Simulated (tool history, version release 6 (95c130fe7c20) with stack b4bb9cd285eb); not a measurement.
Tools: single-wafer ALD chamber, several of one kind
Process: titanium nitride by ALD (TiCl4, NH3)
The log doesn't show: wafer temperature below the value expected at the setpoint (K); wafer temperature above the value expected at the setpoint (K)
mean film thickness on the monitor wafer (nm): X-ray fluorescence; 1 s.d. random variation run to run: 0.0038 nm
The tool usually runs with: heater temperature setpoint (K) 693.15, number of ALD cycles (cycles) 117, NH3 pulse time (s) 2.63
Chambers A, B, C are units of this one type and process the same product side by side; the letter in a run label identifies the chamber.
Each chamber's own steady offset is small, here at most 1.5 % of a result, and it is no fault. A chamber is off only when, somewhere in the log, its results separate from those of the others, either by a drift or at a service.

| run | hour | heater temperature setpoint (K) | number of ALD cycles (cycles) | NH3 pulse time (s) | hours since the last thermocouple change | read-back reference wafer on the same gauge, thickness_nm | mean film thickness on the monitor wafer (nm) |
|---|---|---|---|---|---|---|---|
| 1C | 3.6 | 693.15 | 117 | 2.63 | 68.2 | 2.3306 | 2.627 |
| 2A | 6.8 | 693.15 | 117 | 2.63 | 729.5 | 2.3308 | 2.6488 |
| 3B | 12.9 | 693.15 | 117 | 2.63 | 964.6 | 2.3309 | 2.6213 |
| 4C | 17.9 | 693.15 | 117 | 2.63 | 82.5 | 2.3329 | 2.6225 |
| 5B | 24 | 693.15 | 117 | 2.63 | 975.7 | 2.3342 | 2.6124 |
| 6A | 29.7 | 693.15 | 117 | 2.63 | 752.4 | 2.3343 | 2.648 |
| 7C | 34.6 | 693.15 | 117 | 2.63 | 99.2 | 2.3342 | 2.6214 |
| 8A | 37.4 | 693.15 | 117 | 2.63 | 760.1 | 2.3353 | 2.6507 |
| 9B | 42.9 | 693.15 | 117 | 2.63 | 994.6 | 2.3358 | 2.621 |
| 10B | 45.9 | 693.15 | 117 | 2.63 | 997.6 | 2.3364 | 2.6223 |
| 11A | 50.9 | 693.15 | 117 | 2.63 | 773.6 | 2.3367 | 2.6555 |
| 12C | 53.7 | 698.15 | 117 | 2.11 | 118.3 | 2.3374 | 2.6131 |
| 13A | 57.2 | 698.15 | 117 | 2.11 | 779.9 | 2.3369 | 2.6417 |
| 14C | 61 | 698.15 | 117 | 2.11 | 125.6 | 2.3383 | 2.6243 |
| 15B | 64.1 | 693.15 | 117 | 2.63 | 1015.8 | 2.3383 | 2.6222 |
| 16B | 68.3 | 693.15 | 117 | 2.63 | 1020 | 2.3384 | 2.6225 |
| 17C | 73.1 | 693.15 | 117 | 2.63 | 137.7 | 2.3393 | 2.6282 |
| 18A | 76.8 | 693.15 | 117 | 2.63 | 799.5 | 2.3409 | 2.659 |
| 19A | 82 | 693.15 | 117 | 2.63 | 804.7 | 2.3414 | 2.6608 |
| 20C | 87.9 | 693.15 | 138 | 2.63 | 152.5 | 2.3421 | 3.1068 |
| 21B | 92.5 | 693.15 | 138 | 2.63 | 1044.2 | 2.3409 | 3.0947 |
| 22A | 97.2 | 693.15 | 138 | 2.63 | 819.9 | 2.3428 | 3.1382 |
| 23B | 102.7 | 693.15 | 117 | 2.63 | 1054.4 | 2.3434 | 2.6253 |

Does one chamber stand apart from the rest, does the shared gauge drift, or is all well apart from small per-chamber offsets? Give the chamber and the most likely cause, where there is one.

The shared gauge is drifting. All chambers look as if they move in step, but none is off.
Most likely cause: gauge reads high (%) = 0.61.

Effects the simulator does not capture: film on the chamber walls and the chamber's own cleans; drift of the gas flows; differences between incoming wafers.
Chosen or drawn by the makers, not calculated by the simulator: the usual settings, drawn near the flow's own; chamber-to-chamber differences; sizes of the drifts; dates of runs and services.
